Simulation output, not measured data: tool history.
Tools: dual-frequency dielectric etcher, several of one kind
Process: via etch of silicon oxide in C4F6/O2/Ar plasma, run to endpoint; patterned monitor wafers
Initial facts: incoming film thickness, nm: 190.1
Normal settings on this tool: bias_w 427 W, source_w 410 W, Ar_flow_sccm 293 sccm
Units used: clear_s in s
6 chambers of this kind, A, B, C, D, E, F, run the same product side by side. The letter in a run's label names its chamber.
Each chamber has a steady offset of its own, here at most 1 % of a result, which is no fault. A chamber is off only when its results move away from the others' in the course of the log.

Run 1A, day 0.258: usual settings. Result: clear_s 43.389 s.
Run 2F, day 0.658: usual settings. Result: clear_s 44.194 s.
Run 3E, day 0.921: usual settings. Result: clear_s 44.098 s.
Run 4B, day 1.138: usual settings. Result: clear_s 44.154 s.
Run 5C, day 1.342: usual settings. Result: clear_s 43.820 s.
At day 1.725: chamber D: Ar flow controller replaced.
Run 6D, day 1.725: usual settings. Result: clear_s 44.008 s.
Run 7E, day 2.108: usual settings. Result: clear_s 43.236 s.
Run 8B, day 2.417: usual settings. Result: clear_s 44.007 s.
Run 9F, day 2.625: usual settings. Result: clear_s 43.782 s.
Run 10A, day 3.083: usual settings but Ar_flow_sccm 239 sccm. Result: clear_s 42.761 s.
Run 11D, day 3.392: usual settings but Ar_flow_sccm 239 sccm. Result: clear_s 42.439 s.
Run 12C, day 3.596: usual settings but Ar_flow_sccm 239 sccm. Result: clear_s 42.517 s.
Run 13C, day 3.958: usual settings but Ar_flow_sccm 239 sccm. Result: clear_s 42.900 s.
Run 14E, day 4.175: usual settings but Ar_flow_sccm 239 sccm. Result: clear_s 43.200 s.
At day 4.412: chamber E: source power generator calibrated.
Run 15F, day 4.458: usual settings but Ar_flow_sccm 239 sccm. Result: clear_s 43.646 s.
At day 4.508: chamber A: bias power generator calibrated.
Run 16A, day 4.712: usual settings. Result: clear_s 44.063 s.
Run 17D, day 5.004: usual settings. Result: clear_s 43.785 s.
Run 18B, day 5.308: usual settings but bias_w 371 W, source_w 310 W. Result: clear_s 51.117 s.
Run 19D, day 5.596: usual settings but bias_w 371 W, source_w 310 W. Result: clear_s 51.097 s.
Run 20C, day 5.892: usual settings but bias_w 371 W, source_w 310 W. Result: clear_s 51.388 s.
Run 21A, day 6.175: usual settings but bias_w 371 W, source_w 310 W. Result: clear_s 51.534 s.
Run 22F, day 6.450: usual settings but bias_w 371 W, source_w 310 W. Result: clear_s 52.280 s.
Run 23E, day 6.746: usual settings but bias_w 371 W, source_w 310 W. Result: clear_s 51.534 s.
Run 24B, day 7.121: usual settings. Result: clear_s 44.046 s.
At day 7.183: chamber C: wet clean of the chamber.
Run 25E, day 7.350: usual settings. Result: clear_s 44.126 s.
Run 26F, day 7.804: usual settings but bias_w 500 W. Result: clear_s 41.785 s.
Run 27C, day 8.179: usual settings but bias_w 500 W. Result: clear_s 41.413 s.
Run 28B, day 8.533: usual settings but bias_w 500 W. Result: clear_s 42.009 s.
Run 29A, day 8.900: usual settings but bias_w 500 W. Result: clear_s 42.162 s.
Run 30D, day 9.225: usual settings but bias_w 500 W. Result: clear_s 40.776 s.
Run 31F, day 9.479: usual settings but bias_w 500 W. Result: clear_s 41.844 s.
Run 32B, day 9.900: usual settings. Result: clear_s 43.908 s.
Run 33E, day 10.183: usual settings but source_w 330 W, Ar_flow_sccm 269 sccm. Result: clear_s 47.350 s.
At day 10.408: chamber C: source power generator calibrated.
Run 34C, day 10.617: usual settings but source_w 330 W, Ar_flow_sccm 269 sccm. Result: clear_s 47.264 s.
Run 35A, day 10.917: usual settings but source_w 330 W, Ar_flow_sccm 269 sccm. Result: clear_s 47.416 s.
Run 36D, day 11.117: usual settings but source_w 330 W, Ar_flow_sccm 269 sccm. Result: clear_s 46.871 s.
Run 37A, day 11.367: usual settings but source_w 330 W, Ar_flow_sccm 269 sccm. Result: clear_s 46.797 s.
Run 38D, day 11.596: usual settings but source_w 330 W, Ar_flow_sccm 269 sccm. Result: clear_s 47.397 s.
Run 39E, day 11.817: usual settings. Result: clear_s 44.068 s.
Run 40C, day 12.067: usual settings. Result: clear_s 43.689 s.
Run 41F, day 12.479: usual settings. Result: clear_s 44.458 s.
Run 42B, day 12.929: usual settings. Result: clear_s 43.754 s.

Is one chamber out of step, is the gauge drifting, or do the chambers differ by no more than their own small offsets? For an off chamber, give its letter and the likeliest cause.

Beyond each chamber's small constant offset nothing stands out, and the gauge stays steady.

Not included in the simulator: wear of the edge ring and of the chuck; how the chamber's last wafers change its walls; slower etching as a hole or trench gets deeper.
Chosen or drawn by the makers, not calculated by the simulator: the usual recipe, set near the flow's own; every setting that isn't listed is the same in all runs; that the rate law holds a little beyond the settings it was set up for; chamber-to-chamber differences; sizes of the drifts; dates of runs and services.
